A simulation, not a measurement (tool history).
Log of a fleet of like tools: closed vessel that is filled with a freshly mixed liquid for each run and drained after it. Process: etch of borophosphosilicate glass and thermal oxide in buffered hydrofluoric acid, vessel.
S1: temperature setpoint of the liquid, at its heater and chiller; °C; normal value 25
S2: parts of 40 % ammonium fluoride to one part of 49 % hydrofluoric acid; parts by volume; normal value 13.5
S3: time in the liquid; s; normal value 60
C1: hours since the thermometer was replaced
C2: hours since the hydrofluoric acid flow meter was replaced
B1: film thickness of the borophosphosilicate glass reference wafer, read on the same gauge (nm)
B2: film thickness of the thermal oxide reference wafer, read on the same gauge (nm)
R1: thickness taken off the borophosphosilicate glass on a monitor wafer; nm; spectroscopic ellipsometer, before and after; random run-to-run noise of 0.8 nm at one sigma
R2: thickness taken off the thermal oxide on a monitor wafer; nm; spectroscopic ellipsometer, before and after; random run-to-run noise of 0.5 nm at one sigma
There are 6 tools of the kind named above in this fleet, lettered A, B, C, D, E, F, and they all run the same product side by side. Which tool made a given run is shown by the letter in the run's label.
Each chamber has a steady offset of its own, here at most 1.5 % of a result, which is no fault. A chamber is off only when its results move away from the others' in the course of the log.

run     day    S1    S2  S3      C1      C2      B1      B2      R1      R2
 1D   0.258    25  13.5  60  1249.2  1518.3     140  130.02  90.057  55.954
 2A   0.538    25  13.5  60   777.5    48.2  140.03     130  89.271   55.24
 3C   0.904    25  13.5  60  1213.4   596.8  140.01  129.99  90.027  55.181
 4E   1.317    25  13.5  60    50.4   942.7     140  130.01   90.17  55.637
 5B   1.521    25  13.5  60  1307.7   317.7  140.01  130.03  87.471  55.613
 6F   1.954    25  13.5  60  1788.4   129.9     140  129.99   88.37  55.824
 7B   2.338    25  13.5  60  1327.3   337.3  139.99  130.03  87.248  55.762
 8A   2.533  29.5  13.5  60   825.4    96.1  139.98  129.98  112.39  69.633
 9F   2.846  29.5  13.5  60  1809.8   151.3  139.98     130  112.33  70.512
10D    3.25  29.5  13.5  60    1321  1590.1  139.98     130  115.11  70.457
11C    3.65  29.5  13.5  60  1279.3   662.7  139.99  129.99  113.48  69.828
12E   3.975  29.5  13.5  60   114.2  1006.5  139.98  129.98  111.92  70.621
13B   4.358  29.5  13.5  60  1375.8   385.8  140.01  129.98  110.08  71.242
14A   4.708    25  13.5  60   877.6   148.3  140.01  130.01  88.268  54.871
15C   4.954    25  13.5  60  1310.6     694  140.01  130.02  90.494  55.206
      5.179  -- chamber E: hydrofluoric acid flow meter replaced
16E   5.342    25  13.5  60     147     3.9     140  130.02  88.245  55.542
17F   5.725    25  13.5  60  1878.9   220.4  139.98  129.99  88.433  55.332
18D    6.15    25  13.5  60  1390.6  1659.7  139.99  130.01  88.506  55.674
19A   6.575    25  13.5  60   922.4   193.1  139.98     130  88.524  54.863
20E   6.775    25  13.5  60   181.4    38.3  140.01     130  88.346  54.752
21B   7.025    25  13.5  60  1439.8   449.8  140.01  130.02  86.664   54.24
22C   7.258    25  13.5  60  1365.9   749.3  139.99  129.99  88.436  55.015
23D   7.462    25  13.5  60  1422.1  1691.2     140  129.98  89.243   55.22
24F   7.704    25  13.5  60  1926.4   267.9  140.01  129.99  88.017  55.376
25E   8.096    25  13.5  60   213.1      70  140.01     130  89.407  55.165
26D   8.467    25  13.5  60  1446.2  1715.3     140  130.01  89.781  54.887
27C   8.862    25  13.5  60  1404.4   787.8  139.99  129.99    88.8  55.075
28F   9.279    25  17.5  60  1964.2   305.7  139.99  129.99  68.243  42.449
29A   9.512    25  17.5  60   992.9   263.6  139.99  129.97  68.139  42.107
30B   9.942    25  17.5  60  1509.8   519.8     140  129.97   68.01  43.053
31D  10.317    25  17.5  60  1490.6  1759.7     140  129.98  68.011   42.77
32C  10.546    25  17.5  60  1444.8   828.2  139.99  129.97  69.637  42.661
33A   10.95    25  17.5  60  1027.4   298.1  140.01  129.99  67.957  42.782
34F  11.158    25  13.5  60  2009.3   350.8  140.01     130  87.374  55.445
35E  11.379    25  13.5  60   291.9   148.8     140  129.99  87.684  55.807
36B    11.8    25  13.5  60  1554.4   564.4     140  129.99  87.125  55.227
37C  12.062    25  13.5  60  1481.2   864.6     140     130  89.998   55.05
38F  12.438    25  13.5  60    2040   381.5  140.01  130.01  88.394  55.229
39E  12.871    25  13.5  60   327.7   184.6  140.01  130.02  88.732  54.417
40B  13.104    25  13.5  60  1585.7   595.7  139.99  130.01  86.359  54.274
     13.192  -- chamber D: thermometer replaced
41A  13.479    25  13.5  60  1088.1   358.8  139.99  129.99  88.379  54.447
42D  13.808    25  13.5  60    14.8  1843.5     140  130.02  89.333  55.596
43F  14.242    25  13.5  60  2083.3   424.8  140.01  130.01  88.444  55.391
44D  14.492    25  13.5  60    31.2  1859.9  139.99  130.02   89.79  55.375

Has any chamber moved away from the others, gradually or after a service, or does the common gauge drift, or do the chambers differ only by their own small steady offsets? State the chamber and the most likely cause if one applies.

Beyond each chamber's small constant offset nothing stands out, and the gauge stays steady.
